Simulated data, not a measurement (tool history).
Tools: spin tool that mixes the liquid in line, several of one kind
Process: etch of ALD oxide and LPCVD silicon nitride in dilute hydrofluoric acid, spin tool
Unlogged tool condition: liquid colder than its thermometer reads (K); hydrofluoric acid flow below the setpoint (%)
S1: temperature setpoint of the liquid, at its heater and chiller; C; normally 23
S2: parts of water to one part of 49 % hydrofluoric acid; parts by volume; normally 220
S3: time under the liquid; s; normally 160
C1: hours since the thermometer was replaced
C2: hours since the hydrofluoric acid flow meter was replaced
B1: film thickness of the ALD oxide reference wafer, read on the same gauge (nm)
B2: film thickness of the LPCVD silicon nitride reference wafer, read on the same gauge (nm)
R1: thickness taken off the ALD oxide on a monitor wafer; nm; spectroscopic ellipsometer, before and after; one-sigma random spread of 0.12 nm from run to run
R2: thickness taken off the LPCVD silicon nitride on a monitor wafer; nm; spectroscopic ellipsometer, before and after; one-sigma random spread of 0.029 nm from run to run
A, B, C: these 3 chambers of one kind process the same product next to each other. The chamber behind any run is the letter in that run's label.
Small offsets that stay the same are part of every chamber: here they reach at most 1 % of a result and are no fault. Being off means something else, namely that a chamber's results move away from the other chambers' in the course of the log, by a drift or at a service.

run     day  S1   S2   S3      C1      C2      B1      B2      R1       R2
 1B   0.308  23  220  160   148.9   713.9  140.02  60.018  14.875  0.33426
 2A   0.604  23  220  160  2809.9   158.3  140.02  59.986  14.777  0.39307
 3C   0.912  23  220  160  1029.7   816.0  139.99  60.002  14.494  0.33232
 4B   1.225  23  220  160   170.9   735.9  139.99  60.004  14.637  0.36622
 5C   1.554  23  220  160  1045.1   831.4  139.98  60.002  14.528  0.41177
 6A   1.912  23  220  160  2841.3   189.7  140.03  59.965  14.585  0.34923
 7C   2.342  23  220  230  1064.0   850.3  139.99  60.002  20.912  0.50280
 8B   2.562  23  220  230   203.0   768.0  139.99  59.978  20.572  0.48428
 9A   2.971  23  220  230  2866.7   215.1  140.01  60.008  20.803  0.53648
      3.271  -- chamber C: hydrofluoric acid flow meter replaced
10C   3.296  23  220  160  1086.9     0.7  139.99  59.988  14.410  0.32458
11B   3.592  23  220  160   227.7   792.7  140.03  59.986  14.469  0.37514
12A   4.058  23  220  160  2892.8   241.2  140.00  59.998  14.524  0.38707
13B   4.429  23  220  160   247.8   812.8  140.01  59.975  14.525  0.33828
14A   4.779  23  220  160  2910.1   258.5  140.00  60.014  14.757  0.31560
      4.808  -- chamber A: thermometer replaced
15C   4.988  23  220  160  1127.5    41.3  140.01  59.996  14.516  0.40391
16A   5.288  23  220  160    11.6   270.7  139.98  59.999  14.409  0.37001
17B   5.575  23  220  160   275.3   840.3  139.98  60.012  14.575  0.37370
18C   5.925  23  220  160  1150.0    63.8  140.01  60.012  14.459  0.42961
19A   6.154  23  220  160    32.4   291.5  139.99  59.984  14.630  0.38343
20B   6.579  23  220  160   299.4   864.4  139.99  59.998  14.614  0.35346
21C   7.042  23  220  160  1176.8    90.6  140.00  59.985  14.321  0.38147
22C   7.317  23  140  160  1183.4    97.2  140.00  60.024  25.282  0.57990
23B   7.779  23  140  160   328.2   893.2  139.99  60.016  24.810  0.54054
24A   8.042  23  140  160    77.7   336.8  139.99  60.003  24.910  0.60223
25A   8.367  23  220  160    85.5   344.6  140.01  60.018  14.777  0.37754
26B   8.829  23  220  160   353.4   918.4  139.98  60.006  14.018  0.35595
27C   9.183  23  220  160  1228.2   142.0  140.00  59.985  14.415  0.36369
28B   9.446  23  220  160   368.2   933.2  139.98  60.008  14.127  0.37223
29C   9.662  23  220  160  1239.7   153.5  140.00  60.008  14.617  0.38674
30A   9.962  23  220  160   123.8   382.9  140.00  60.024  14.677  0.39320
31A  10.346  23  220  160   133.0   392.1  139.99  59.985  14.838  0.43458
32B  10.658  23  220  160   397.3   962.3  140.00  60.021  13.786  0.33686
33C  11.029  23  220  160  1272.5   186.3  140.00  59.981  14.450  0.33905
34C  11.454  23  220  160  1282.7   196.5  140.01  60.014  14.528  0.38465
35B  11.796  23  220  160   424.6   989.6  139.99  60.003  13.683  0.31789
36A  12.079  23  220  160   174.6   433.7  140.00  59.995  14.620  0.36684
37C  12.417  23  220  160  1305.8   219.6  139.99  59.997  14.389  0.37163
38B  12.838  23  155   90   449.6  1014.6  140.00  59.983  11.509  0.29130
39A  13.242  23  155   90   202.5   461.6  139.99  60.015  12.494  0.26052
40B  13.654  23  155   90   469.2  1034.2  139.99  59.989  11.485  0.24790
41C  14.054  23  220  160  1345.1   258.9  139.98  60.009  14.314  0.35860
42A  14.433  23  220  160   231.1   490.2  140.01  60.025  14.660  0.37464
43C  14.642  23  175  195  1359.2   273.0  139.98  59.985  23.566  0.67454
44B  14.892  23  175  195   498.9  1063.9  140.01  60.006  21.273  0.42973

Decide between three cases: one chamber stands off from its peers, the gauge reading all wafers drifts, or nothing is wrong past each chamber's small offset. Where a chamber is off, say which and what most likely put it there.

One chamber, B, drifts off from the rest bit by bit.
Cause: hydrofluoric acid flow below the setpoint (%) = 7.58.

Below are 4 candidate recipes for chamber B's next run, each the usual settings with a change, their results shown as question marks. Which of them brings B's results back in line with what the other chambers give on the usual settings?
In line means no further than this from the other chambers' mean on the usual settings: R1 0.420 nm; R2 0.10000 nm
45B-1  15.225  22.5  200  170                   ?   ?
45B-2  15.225  23.0  210  165                   ?   ?
45B-3  15.225  23.5  240  150                   ?   ?
45B-4  15.225  23.0  230  155                   ?   ?

Average result of the remaining chambers running the usual settings: R1 14.576 nm; R2 0.36829 nm
  run      R1       R2
45B-1  15.502  0.37716
45B-2  14.422  0.35976
45B-3  11.285  0.29531
45B-4  12.091  0.30875
With 45B-2, the chamber falls back in line with the rest.
